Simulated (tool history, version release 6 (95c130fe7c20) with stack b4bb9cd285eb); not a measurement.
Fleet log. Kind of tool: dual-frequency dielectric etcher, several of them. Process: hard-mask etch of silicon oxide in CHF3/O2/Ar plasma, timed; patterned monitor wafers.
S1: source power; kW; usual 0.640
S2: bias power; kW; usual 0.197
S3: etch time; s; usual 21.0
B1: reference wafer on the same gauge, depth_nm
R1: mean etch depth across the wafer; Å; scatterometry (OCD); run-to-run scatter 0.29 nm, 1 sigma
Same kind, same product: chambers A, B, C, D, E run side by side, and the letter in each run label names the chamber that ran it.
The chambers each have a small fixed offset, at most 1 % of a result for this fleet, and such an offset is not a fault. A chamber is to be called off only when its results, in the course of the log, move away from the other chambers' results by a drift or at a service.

run	hour	S1	S2	S3	B1	R1
1A	12.8	0.640	0.197	21.0	38.170	443.09
2D	27.0	0.640	0.197	21.0	38.190	437.64
3E	41.5	0.640	0.197	21.0	38.234	432.51
4C	51.0	0.640	0.197	21.0	38.158	439.33
# hour 58.4: chamber A: wet clean of the chamber
5B	60.4	0.640	0.197	21.0	38.203	436.49
6E	70.5	0.640	0.197	21.0	38.191	438.85
7C	82.4	0.640	0.197	21.0	38.280	442.01
8A	92.2	0.640	0.197	21.0	38.146	439.56
# hour 99.6: chamber B: wet clean of the chamber
9D	100.0	0.640	0.197	21.0	38.231	433.93
10B	113.3	0.640	0.197	21.0	38.223	440.57
# hour 118.7: chamber E: wet clean of the chamber
11D	124.7	0.640	0.197	21.0	38.226	432.50
12B	132.7	0.640	0.197	21.0	38.207	439.89
13A	139.5	0.640	0.197	21.0	38.254	442.91
14E	150.7	0.640	0.163	17.0	38.175	332.77
15C	163.0	0.640	0.163	17.0	38.202	334.18
16B	173.1	0.640	0.163	17.0	38.179	331.38
17C	182.8	0.640	0.163	17.0	38.201	335.25
18A	193.7	0.640	0.163	17.0	38.111	335.45
19E	202.5	0.640	0.197	21.0	38.198	434.69
20D	211.3	0.640	0.197	21.0	38.192	429.90
21B	218.9	0.640	0.197	21.0	38.190	438.39
22D	225.2	0.640	0.197	21.0	38.259	424.69
23A	235.6	0.640	0.212	23.5	38.153	507.83
# hour 236.5: chamber C: wet clean of the chamber
24C	246.2	0.640	0.212	23.5	38.195	504.46
25E	257.6	0.640	0.212	23.5	38.215	498.68
26D	270.3	0.640	0.212	23.5	38.217	484.53
27B	279.9	0.640	0.212	23.5	38.189	502.22
28A	290.3	0.640	0.197	21.0	38.236	443.36
29E	300.3	0.640	0.197	21.0	38.155	434.31
# hour 304.1: chamber E: bias power generator calibrated
30C	308.6	0.640	0.197	21.0	38.180	435.71
31C	320.4	0.640	0.197	21.0	38.225	447.68
# hour 320.5: chamber A: bias power generator calibrated
32D	327.4	0.640	0.197	21.0	38.255	418.20
33B	339.0	0.640	0.197	21.0	38.162	439.30
34E	352.7	0.640	0.197	21.0	38.209	439.21
35A	360.9	0.640	0.197	21.0	38.183	440.71
36D	374.4	0.640	0.197	21.0	38.151	418.83
37E	382.3	0.640	0.197	21.0	38.194	437.54

Has any chamber moved away from the others, gradually or after a service, or does the common gauge drift, or do the chambers differ only by their own small steady offsets? State the chamber and the most likely cause if one applies.

Little by little, chamber D moves away from the other chambers.
Most likely cause: etch rate under this chamber's usual, % = 5.08.

Which of the 4 candidates below, each the usual settings with something changed and its results left as question marks, puts chamber D back in line with what the other chambers give on the usual settings?
In-line tolerance around the mean of the other chambers on the usual settings: R1 10.00 Å
38D-1	392.7	0.640	0.197	20.0		?
38D-2	392.7	0.690	0.212	21.0		?
38D-3	392.7	0.640	0.197	21.5		?
38D-4	392.7	0.630	0.193	21.0		?

Usual-settings mean across the other chambers: R1 438.68 Å
run	R1
38D-1	393.89
38D-2	436.12
38D-3	423.44
38D-4	408.32
It is 38D-2 that realigns the chamber with its peers.
